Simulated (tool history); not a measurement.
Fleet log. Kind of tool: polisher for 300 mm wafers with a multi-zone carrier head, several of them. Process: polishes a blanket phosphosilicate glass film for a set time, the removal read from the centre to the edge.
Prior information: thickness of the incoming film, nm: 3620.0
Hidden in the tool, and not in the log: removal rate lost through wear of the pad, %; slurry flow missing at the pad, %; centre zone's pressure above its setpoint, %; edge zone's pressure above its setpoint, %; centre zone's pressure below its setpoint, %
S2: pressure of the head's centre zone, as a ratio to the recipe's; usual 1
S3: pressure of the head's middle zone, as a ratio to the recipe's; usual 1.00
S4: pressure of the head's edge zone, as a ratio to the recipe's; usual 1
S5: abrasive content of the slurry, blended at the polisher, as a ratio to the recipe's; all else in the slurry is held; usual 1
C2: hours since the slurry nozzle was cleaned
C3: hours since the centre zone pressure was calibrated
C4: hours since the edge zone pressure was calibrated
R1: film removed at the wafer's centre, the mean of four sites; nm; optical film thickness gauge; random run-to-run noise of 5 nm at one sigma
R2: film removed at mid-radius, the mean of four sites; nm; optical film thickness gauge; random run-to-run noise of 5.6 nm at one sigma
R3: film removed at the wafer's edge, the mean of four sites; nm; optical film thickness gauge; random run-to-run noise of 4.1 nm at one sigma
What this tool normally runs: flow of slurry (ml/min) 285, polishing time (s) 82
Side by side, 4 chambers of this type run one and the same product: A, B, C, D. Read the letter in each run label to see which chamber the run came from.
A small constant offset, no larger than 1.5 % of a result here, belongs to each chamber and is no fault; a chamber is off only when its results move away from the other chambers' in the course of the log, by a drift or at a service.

{"hour": 3.8, "done": "chamber B: worn pad replaced by a new one"}
{"run": "1C", "hour": 6.5, "flow of slurry (ml/min)": 285, "S2": 1, "S3": 1.0, "S4": 1, "S5": 1, "polishing time (s)": 82, "wafers polished on this pad": 750, "C2": 28.6, "C3": 568.1, "C4": 259.8, "R1": 437.1, "R2": 426.95, "R3": 437.45}
{"run": "2D", "hour": 11.5, "flow of slurry (ml/min)": 285, "S2": 1, "S3": 1.0, "S4": 1, "S5": 1, "polishing time (s)": 82, "wafers polished on this pad": 285, "C2": 341.6, "C3": 141.8, "C4": 297.6, "R1": 436.55, "R2": 432.45, "R3": 446.12}
{"run": "3B", "hour": 15.0, "flow of slurry (ml/min)": 285, "S2": 1, "S3": 1.0, "S4": 1, "S5": 1, "polishing time (s)": 82, "wafers polished on this pad": 79, "C2": 400.7, "C3": 73.3, "C4": 619.1, "R1": 435.57, "R2": 433.1, "R3": 433.8}
{"run": "4A", "hour": 18.5, "flow of slurry (ml/min)": 285, "S2": 1, "S3": 1.0, "S4": 1, "S5": 1, "polishing time (s)": 82, "wafers polished on this pad": 835, "C2": 372.1, "C3": 365.0, "C4": 484.2, "R1": 429.56, "R2": 420.79, "R3": 430.84}
{"hour": 22.6, "done": "chamber A: slurry nozzle cleaned"}
{"run": "5C", "hour": 22.6, "flow of slurry (ml/min)": 285, "S2": 1, "S3": 1.0, "S4": 1, "S5": 1, "polishing time (s)": 82, "wafers polished on this pad": 864, "C2": 44.7, "C3": 584.2, "C4": 275.9, "R1": 442.02, "R2": 426.63, "R3": 429.35}
{"run": "6A", "hour": 30.3, "flow of slurry (ml/min)": 285, "S2": 1, "S3": 1.0, "S4": 1, "S5": 1, "polishing time (s)": 82, "wafers polished on this pad": 918, "C2": 7.8, "C3": 376.8, "C4": 496.0, "R1": 437.57, "R2": 440.66, "R3": 431.86}
{"run": "7B", "hour": 36.2, "flow of slurry (ml/min)": 285, "S2": 1, "S3": 1.0, "S4": 1, "S5": 1, "polishing time (s)": 82, "wafers polished on this pad": 229, "C2": 421.9, "C3": 94.5, "C4": 640.3, "R1": 441.13, "R2": 437.78, "R3": 437.22}
{"run": "8D", "hour": 41.5, "flow of slurry (ml/min)": 285, "S2": 1, "S3": 0.95, "S4": 1, "S5": 1, "polishing time (s)": 82, "wafers polished on this pad": 497, "C2": 371.6, "C3": 171.8, "C4": 327.6, "R1": 438.25, "R2": 425.77, "R3": 436.48}
{"run": "9D", "hour": 48.6, "flow of slurry (ml/min)": 285, "S2": 1, "S3": 0.95, "S4": 1, "S5": 1, "polishing time (s)": 82, "wafers polished on this pad": 548, "C2": 378.7, "C3": 178.9, "C4": 334.7, "R1": 427.06, "R2": 425.98, "R3": 442.05}
{"run": "10A", "hour": 53.3, "flow of slurry (ml/min)": 285, "S2": 1, "S3": 0.95, "S4": 1, "S5": 1, "polishing time (s)": 82, "wafers polished on this pad": 1081, "C2": 30.8, "C3": 399.8, "C4": 519.0, "R1": 447.28, "R2": 420.87, "R3": 435.79}
{"run": "11B", "hour": 56.9, "flow of slurry (ml/min)": 285, "S2": 1, "S3": 0.95, "S4": 1, "S5": 1, "polishing time (s)": 82, "wafers polished on this pad": 376, "C2": 442.6, "C3": 115.2, "C4": 661.0, "R1": 428.22, "R2": 413.61, "R3": 442.41}
{"run": "12C", "hour": 62.4, "flow of slurry (ml/min)": 285, "S2": 1, "S3": 1.0, "S4": 1, "S5": 1, "polishing time (s)": 82, "wafers polished on this pad": 1146, "C2": 84.5, "C3": 624.0, "C4": 315.7, "R1": 439.94, "R2": 441.38, "R3": 432.22}
{"run": "13A", "hour": 69.3, "flow of slurry (ml/min)": 355, "S2": 1, "S3": 1.0, "S4": 1, "S5": 1, "polishing time (s)": 82, "wafers polished on this pad": 1195, "C2": 46.8, "C3": 415.8, "C4": 535.0, "R1": 440.89, "R2": 449.21, "R3": 438.14}
{"hour": 70.2, "done": "chamber D: slurry nozzle cleaned"}
{"run": "14B", "hour": 75.1, "flow of slurry (ml/min)": 355, "S2": 1, "S3": 1.0, "S4": 1, "S5": 1, "polishing time (s)": 82, "wafers polished on this pad": 505, "C2": 460.8, "C3": 133.4, "C4": 679.2, "R1": 438.6, "R2": 447.6, "R3": 442.72}
{"run": "15C", "hour": 80.4, "flow of slurry (ml/min)": 355, "S2": 1, "S3": 1.0, "S4": 1, "S5": 1, "polishing time (s)": 82, "wafers polished on this pad": 1273, "C2": 102.5, "C3": 642.0, "C4": 333.7, "R1": 450.08, "R2": 445.22, "R3": 445.44}
{"hour": 83.5, "done": "chamber C: worn pad replaced by a new one"}
{"hour": 84.6, "done": "chamber A: worn pad replaced by a new one"}
{"run": "16D", "hour": 85.2, "flow of slurry (ml/min)": 355, "S2": 1, "S3": 1.0, "S4": 1, "S5": 1, "polishing time (s)": 82, "wafers polished on this pad": 807, "C2": 15.0, "C3": 215.5, "C4": 371.3, "R1": 446.45, "R2": 447.7, "R3": 442.72}
{"run": "17C", "hour": 90.0, "flow of slurry (ml/min)": 285, "S2": 1, "S3": 1.0, "S4": 1, "S5": 1, "polishing time (s)": 82, "wafers polished on this pad": 46, "C2": 112.1, "C3": 651.6, "C4": 343.3, "R1": 439.48, "R2": 432.54, "R3": 428.77}
{"hour": 93.0, "done": "chamber B: worn pad replaced by a new one"}
{"run": "18D", "hour": 95.2, "flow of slurry (ml/min)": 285, "S2": 1, "S3": 1.0, "S4": 1, "S5": 1, "polishing time (s)": 99, "wafers polished on this pad": 878, "C2": 25.0, "C3": 225.5, "C4": 381.3, "R1": 524.05, "R2": 538.73, "R3": 533.97}
{"run": "19B", "hour": 100.1, "flow of slurry (ml/min)": 285, "S2": 1, "S3": 1.0, "S4": 1, "S5": 1, "polishing time (s)": 99, "wafers polished on this pad": 50, "C2": 485.8, "C3": 158.4, "C4": 704.2, "R1": 520.36, "R2": 520.63, "R3": 515.26}
{"run": "20A", "hour": 105.7, "flow of slurry (ml/min)": 285, "S2": 1, "S3": 1.0, "S4": 1, "S5": 1, "polishing time (s)": 99, "wafers polished on this pad": 150, "C2": 83.2, "C3": 452.2, "C4": 571.4, "R1": 520.41, "R2": 523.44, "R3": 524.65}
{"hour": 107.7, "done": "chamber C: edge zone pressure recalibrated"}
{"run": "21D", "hour": 111.7, "flow of slurry (ml/min)": 285, "S2": 1, "S3": 1.0, "S4": 1, "S5": 1, "polishing time (s)": 99, "wafers polished on this pad": 995, "C2": 41.5, "C3": 242.0, "C4": 397.8, "R1": 525.94, "R2": 530.45, "R3": 529.32}
{"hour": 118.0, "done": "chamber D: worn pad replaced by a new one"}
{"run": "22B", "hour": 118.7, "flow of slurry (ml/min)": 220, "S2": 1, "S3": 1.04, "S4": 1, "S5": 1, "polishing time (s)": 82, "wafers polished on this pad": 182, "C2": 504.4, "C3": 177.0, "C4": 722.8, "R1": 423.21, "R2": 443.61, "R3": 425.59}
{"run": "23C", "hour": 125.8, "flow of slurry (ml/min)": 220, "S2": 1, "S3": 1.04, "S4": 1, "S5": 1, "polishing time (s)": 82, "wafers polished on this pad": 300, "C2": 147.9, "C3": 687.4, "C4": 18.2, "R1": 431.26, "R2": 446.77, "R3": 427.45}
{"run": "24A", "hour": 132.2, "flow of slurry (ml/min)": 220, "S2": 1, "S3": 1.04, "S4": 1, "S5": 1, "polishing time (s)": 82, "wafers polished on this pad": 337, "C2": 109.7, "C3": 478.7, "C4": 597.9, "R1": 424.22, "R2": 441.3, "R3": 428.33}
{"run": "25A", "hour": 139.6, "flow of slurry (ml/min)": 220, "S2": 1, "S3": 1.04, "S4": 1, "S5": 1, "polishing time (s)": 82, "wafers polished on this pad": 390, "C2": 117.1, "C3": 486.1, "C4": 605.3, "R1": 420.61, "R2": 441.71, "R3": 425.86}
{"hour": 140.4, "done": "chamber C: centre zone pressure recalibrated"}
{"run": "26C", "hour": 144.9, "flow of slurry (ml/min)": 285, "S2": 1, "S3": 1.0, "S4": 1, "S5": 1, "polishing time (s)": 82, "wafers polished on this pad": 435, "C2": 167.0, "C3": 4.6, "C4": 37.3, "R1": 443.14, "R2": 446.73, "R3": 435.84}
{"run": "27D", "hour": 151.9, "flow of slurry (ml/min)": 285, "S2": 1, "S3": 1.0, "S4": 1, "S5": 1, "polishing time (s)": 82, "wafers polished on this pad": 240, "C2": 81.7, "C3": 282.2, "C4": 438.0, "R1": 435.25, "R2": 440.44, "R3": 440.6}

Is one chamber off against the others, does the gauge drift, or is nothing wrong? If a chamber is off, say which, and what the likeliest cause is.

Nothing is wrong: each chamber keeps only its own small, steady offset and the gauge holds still.

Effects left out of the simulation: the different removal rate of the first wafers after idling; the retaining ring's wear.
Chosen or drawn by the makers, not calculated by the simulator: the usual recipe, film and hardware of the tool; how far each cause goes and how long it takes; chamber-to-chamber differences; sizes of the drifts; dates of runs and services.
